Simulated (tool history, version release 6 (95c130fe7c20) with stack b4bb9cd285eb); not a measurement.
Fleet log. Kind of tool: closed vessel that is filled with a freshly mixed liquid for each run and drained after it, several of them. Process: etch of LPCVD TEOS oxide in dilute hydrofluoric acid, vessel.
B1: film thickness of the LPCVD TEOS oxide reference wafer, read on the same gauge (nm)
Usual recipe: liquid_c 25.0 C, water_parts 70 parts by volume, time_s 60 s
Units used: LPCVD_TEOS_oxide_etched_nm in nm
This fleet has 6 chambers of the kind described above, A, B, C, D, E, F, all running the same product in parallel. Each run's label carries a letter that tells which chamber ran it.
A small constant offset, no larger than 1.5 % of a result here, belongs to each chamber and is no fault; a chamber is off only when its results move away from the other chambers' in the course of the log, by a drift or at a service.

Run 1D, hour 5.5: usual settings; B1 40.013. Result: LPCVD_TEOS_oxide_etched_nm 24.431 nm.
Run 2F, hour 11.2: usual settings; B1 39.977. Result: LPCVD_TEOS_oxide_etched_nm 24.044 nm.
Run 3C, hour 17.0: usual settings; B1 39.969. Result: LPCVD_TEOS_oxide_etched_nm 24.193 nm.
Run 4B, hour 20.9: usual settings; B1 39.994. Result: LPCVD_TEOS_oxide_etched_nm 24.542 nm.
Run 5A, hour 23.7: usual settings; B1 39.962. Result: LPCVD_TEOS_oxide_etched_nm 24.724 nm.
Run 6E, hour 29.3: usual settings; B1 39.989. Result: LPCVD_TEOS_oxide_etched_nm 24.628 nm.
Run 7A, hour 33.5: usual settings; B1 39.989. Result: LPCVD_TEOS_oxide_etched_nm 24.871 nm.
Run 8E, hour 36.2: usual settings; B1 39.975. Result: LPCVD_TEOS_oxide_etched_nm 23.949 nm.
Run 9B, hour 38.9: usual settings; B1 40.039. Result: LPCVD_TEOS_oxide_etched_nm 23.806 nm.
At hour 43.2: chamber A: thermometer replaced.
Run 10C, hour 43.3: usual settings but water_parts 35 parts by volume, time_s 35 s; B1 40.003. Result: LPCVD_TEOS_oxide_etched_nm 30.253 nm.
Run 11F, hour 49.0: usual settings but water_parts 35 parts by volume, time_s 35 s; B1 40.004. Result: LPCVD_TEOS_oxide_etched_nm 29.425 nm.
Run 12D, hour 52.3: usual settings but water_parts 35 parts by volume, time_s 35 s; B1 39.975. Result: LPCVD_TEOS_oxide_etched_nm 30.394 nm.
Run 13C, hour 55.0: usual settings but water_parts 35 parts by volume, time_s 35 s; B1 39.962. Result: LPCVD_TEOS_oxide_etched_nm 30.211 nm.
Run 14E, hour 59.5: usual settings but water_parts 35 parts by volume, time_s 35 s; B1 40.038. Result: LPCVD_TEOS_oxide_etched_nm 30.124 nm.
Run 15A, hour 62.2: usual settings but water_parts 35 parts by volume, time_s 35 s; B1 39.975. Result: LPCVD_TEOS_oxide_etched_nm 30.071 nm.
Run 16D, hour 68.0: usual settings; B1 40.006. Result: LPCVD_TEOS_oxide_etched_nm 24.256 nm.
Run 17F, hour 72.4: usual settings but water_parts 45 parts by volume, time_s 70 s; B1 39.996. Result: LPCVD_TEOS_oxide_etched_nm 44.853 nm.
Run 18B, hour 78.0: usual settings but water_parts 45 parts by volume, time_s 70 s; B1 40.019. Result: LPCVD_TEOS_oxide_etched_nm 44.840 nm.
Run 19D, hour 83.5: usual settings but water_parts 45 parts by volume, time_s 70 s; B1 39.986. Result: LPCVD_TEOS_oxide_etched_nm 46.175 nm.
Run 20B, hour 86.7: usual settings but water_parts 45 parts by volume, time_s 70 s; B1 39.989. Result: LPCVD_TEOS_oxide_etched_nm 44.719 nm.
Run 21E, hour 92.2: usual settings but water_parts 45 parts by volume, time_s 70 s; B1 39.999. Result: LPCVD_TEOS_oxide_etched_nm 46.452 nm.
At hour 92.8: chamber B: thermometer replaced.
Run 22F, hour 97.4: usual settings but water_parts 45 parts by volume, time_s 70 s; B1 40.012. Result: LPCVD_TEOS_oxide_etched_nm 45.302 nm.
Run 23C, hour 102.3: usual settings; B1 40.034. Result: LPCVD_TEOS_oxide_etched_nm 24.090 nm.
Run 24A, hour 106.7: usual settings; B1 39.995. Result: LPCVD_TEOS_oxide_etched_nm 24.477 nm.
Run 25B, hour 112.4: usual settings; B1 40.016. Result: LPCVD_TEOS_oxide_etched_nm 23.729 nm.
At hour 114.0: chamber E: hydrofluoric acid flow meter replaced.
Run 26C, hour 117.0: usual settings; B1 39.998. Result: LPCVD_TEOS_oxide_etched_nm 24.585 nm.
Run 27D, hour 120.5: usual settings; B1 40.019. Result: LPCVD_TEOS_oxide_etched_nm 24.410 nm.
At hour 122.7: chamber B: hydrofluoric acid flow meter replaced.
Run 28F, hour 124.9: usual settings; B1 40.053. Result: LPCVD_TEOS_oxide_etched_nm 24.140 nm.
Run 29A, hour 128.2: usual settings; B1 40.027. Result: LPCVD_TEOS_oxide_etched_nm 24.684 nm.
At hour 132.7: chamber F: hydrofluoric acid flow meter replaced.
Run 30E, hour 133.4: usual settings; B1 39.979. Result: LPCVD_TEOS_oxide_etched_nm 24.679 nm.
Run 31D, hour 139.2: usual settings; B1 39.988. Result: LPCVD_TEOS_oxide_etched_nm 24.399 nm.
Run 32F, hour 143.6: usual settings; B1 39.994. Result: LPCVD_TEOS_oxide_etched_nm 24.287 nm.
Run 33C, hour 146.5: usual settings; B1 39.965. Result: LPCVD_TEOS_oxide_etched_nm 24.620 nm.
Run 34A, hour 151.1: usual settings but liquid_c 27.5 C, water_parts 55 parts by volume; B1 40.028. Result: LPCVD_TEOS_oxide_etched_nm 34.956 nm.
Run 35E, hour 157.0: usual settings but liquid_c 27.5 C, water_parts 55 parts by volume; B1 39.999. Result: LPCVD_TEOS_oxide_etched_nm 35.305 nm.
Run 36B, hour 160.3: usual settings but liquid_c 27.5 C, water_parts 55 parts by volume; B1 40.001. Result: LPCVD_TEOS_oxide_etched_nm 33.763 nm.
Run 37B, hour 165.6: usual settings but liquid_c 27.5 C, water_parts 55 parts by volume; B1 40.013. Result: LPCVD_TEOS_oxide_etched_nm 34.264 nm.
Run 38D, hour 170.3: usual settings but liquid_c 27.5 C, water_parts 55 parts by volume; B1 40.000. Result: LPCVD_TEOS_oxide_etched_nm 35.427 nm.
Run 39C, hour 173.0: usual settings but liquid_c 27.5 C, water_parts 55 parts by volume; B1 39.993. Result: LPCVD_TEOS_oxide_etched_nm 34.682 nm.
Run 40F, hour 176.3: usual settings; B1 39.998. Result: LPCVD_TEOS_oxide_etched_nm 24.356 nm.
Run 41A, hour 179.4: usual settings but liquid_c 27.5 C; B1 39.987. Result: LPCVD_TEOS_oxide_etched_nm 27.381 nm.
Run 42E, hour 184.0: usual settings but liquid_c 27.5 C; B1 40.030. Result: LPCVD_TEOS_oxide_etched_nm 27.015 nm.
Run 43A, hour 188.8: usual settings but liquid_c 27.5 C; B1 40.014. Result: LPCVD_TEOS_oxide_etched_nm 27.303 nm.

Next, all 6 chambers run the settings below, one line each with question marks for the results. What does each chamber give?
Run 44A, hour 193.0: usual settings but liquid_c 23.0 C. Result: LPCVD_TEOS_oxide_etched_nm ?.
Run 44B, hour 193.0: usual settings but liquid_c 23.0 C. Result: LPCVD_TEOS_oxide_etched_nm ?.
Run 44C, hour 193.0: usual settings but liquid_c 23.0 C. Result: LPCVD_TEOS_oxide_etched_nm ?.
Run 44D, hour 193.0: usual settings but liquid_c 23.0 C. Result: LPCVD_TEOS_oxide_etched_nm ?.
Run 44E, hour 193.0: usual settings but liquid_c 23.0 C. Result: LPCVD_TEOS_oxide_etched_nm ?.
Run 44F, hour 193.0: usual settings but liquid_c 23.0 C. Result: LPCVD_TEOS_oxide_etched_nm ?.

run  LPCVD_TEOS_oxide_etched_nm
44A                      22.510
44B                      22.355
44C                      22.036
44D                      22.363
44E                      22.758
44F                      22.140

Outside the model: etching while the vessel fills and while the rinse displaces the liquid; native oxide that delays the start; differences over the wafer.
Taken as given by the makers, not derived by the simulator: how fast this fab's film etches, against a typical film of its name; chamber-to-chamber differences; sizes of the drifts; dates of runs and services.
